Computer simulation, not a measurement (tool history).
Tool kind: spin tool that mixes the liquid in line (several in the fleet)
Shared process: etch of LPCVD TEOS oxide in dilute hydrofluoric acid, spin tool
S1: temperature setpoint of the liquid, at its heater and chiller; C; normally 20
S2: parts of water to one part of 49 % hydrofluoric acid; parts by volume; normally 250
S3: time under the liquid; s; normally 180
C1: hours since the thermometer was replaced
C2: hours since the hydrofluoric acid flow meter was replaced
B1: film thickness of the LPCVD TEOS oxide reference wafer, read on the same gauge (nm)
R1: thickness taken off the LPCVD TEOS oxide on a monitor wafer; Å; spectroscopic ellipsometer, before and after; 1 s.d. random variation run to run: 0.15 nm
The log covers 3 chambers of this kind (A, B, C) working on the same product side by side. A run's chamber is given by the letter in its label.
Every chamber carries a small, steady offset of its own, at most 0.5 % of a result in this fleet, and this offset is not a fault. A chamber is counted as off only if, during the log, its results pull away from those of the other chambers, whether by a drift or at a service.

run   hour    S1   S2   S3      C1      C2      B1      R1
 1C   13.8    20  250  180  2235.5  1023.8     130  160.82
 2B   26.1    20  250  180   712.2   249.2  130.05  164.13
 3A     39    20  250  180   949.7   122.3     130     162
 4B   51.9    20  250  180     738     275  130.03  160.12
 5C   66.1    20  250  180  2287.8  1076.1  130.06   159.1
 6A   78.8    20  250  180   989.5   162.1  129.98  161.81
 7C   88.9    20  250  180  2310.6  1098.9  129.99   161.4
 8B  100.3    20  250  180   786.4   323.4  130.05  158.63
 9A  112.6    20  250  180  1023.3   195.9  129.99   159.9
10C  125.7    20  250  180  2347.4  1135.7  129.99  159.59
     129.8  -- chamber C: hydrofluoric acid flow meter replaced
11B  138.5    20  250  180   824.6   361.6  130.01  158.01
12A  152.1    20  250  180  1062.8   235.4  129.99  160.01
13A  162.9    20  250  180  1073.6   246.2  129.98  159.42
14B  177.7    20  250  180   863.8   400.8  129.96  156.77
15C  193.3    20  250  180    2415    63.6  130.04  162.23
16A  204.7    22  150  180  1115.4     288  130.03  325.46
17C  218.6    22  150  180  2440.3    88.9  129.99   318.9
18B  232.7    22  150  180   918.8   455.8  130.01  310.31
19C  241.2    20  190   90  2462.9   111.5  130.02  114.57
20B  252.9    20  190   90     939     476  129.99  109.01
21A  260.3    20  190   90    1171   343.6     130  112.36
22C  271.9    20  250  180  2493.6   142.2     130  163.82
23B  286.5    20  250  180   972.6   509.6  129.95  153.59
24A  300.8    20  175  180  1211.5   384.1     130  247.72
25A  308.2    20  175  180  1218.9   391.5  129.96  249.52
26C  315.6    20  175  180  2537.3   185.9  130.04  250.66
27B  328.1    20  175  180  1014.2   551.2  130.03   230.1
28C  341.7    20  175  180  2563.4     212     130  250.16
29A  354.1    20  175  180  1264.8   437.4  130.04  247.25
30B    362    20  250  180  1048.1   585.1  129.99  150.42
31A  370.2  17.5  250  180  1280.9   453.5  129.98  145.48
32C  378.6  17.5  250  180  2600.3   248.9  130.02   147.9
33B    389  17.5  250  180  1075.1   612.1     130  137.85
34C  402.9    20  250  180  2624.6   273.2     130  161.41

Does one chamber stand apart from the rest, does the shared gauge drift, or is all well apart from small per-chamber offsets? Give the chamber and the most likely cause, where there is one.

Chamber B drifts away from the others.
What lies behind it: hydrofluoric acid flow below the setpoint (%) = 7.08.
It could be hard to tell apart here from: liquid colder than its thermometer reads (K).

Which of the 4 candidates below, each the usual settings with something changed and its results left as question marks, puts chamber B back in line with what the other chambers give on the usual settings?
Allowed miss from the other chambers' usual-settings mean, per result, to count as in line: R1 5.3 Å
35B-1  414.3  20  240  185               ?
35B-2  414.3  20  255  180               ?
35B-3  414.3  20  250  185               ?
35B-4  414.3  20  265  180               ?

Other chambers, usual settings, mean: R1 160.98 Å
  run      R1
35B-1   159.9
35B-2  144.21
35B-3  151.95
35B-4  137.38
35B-1 puts the chamber back in line with the other chambers.

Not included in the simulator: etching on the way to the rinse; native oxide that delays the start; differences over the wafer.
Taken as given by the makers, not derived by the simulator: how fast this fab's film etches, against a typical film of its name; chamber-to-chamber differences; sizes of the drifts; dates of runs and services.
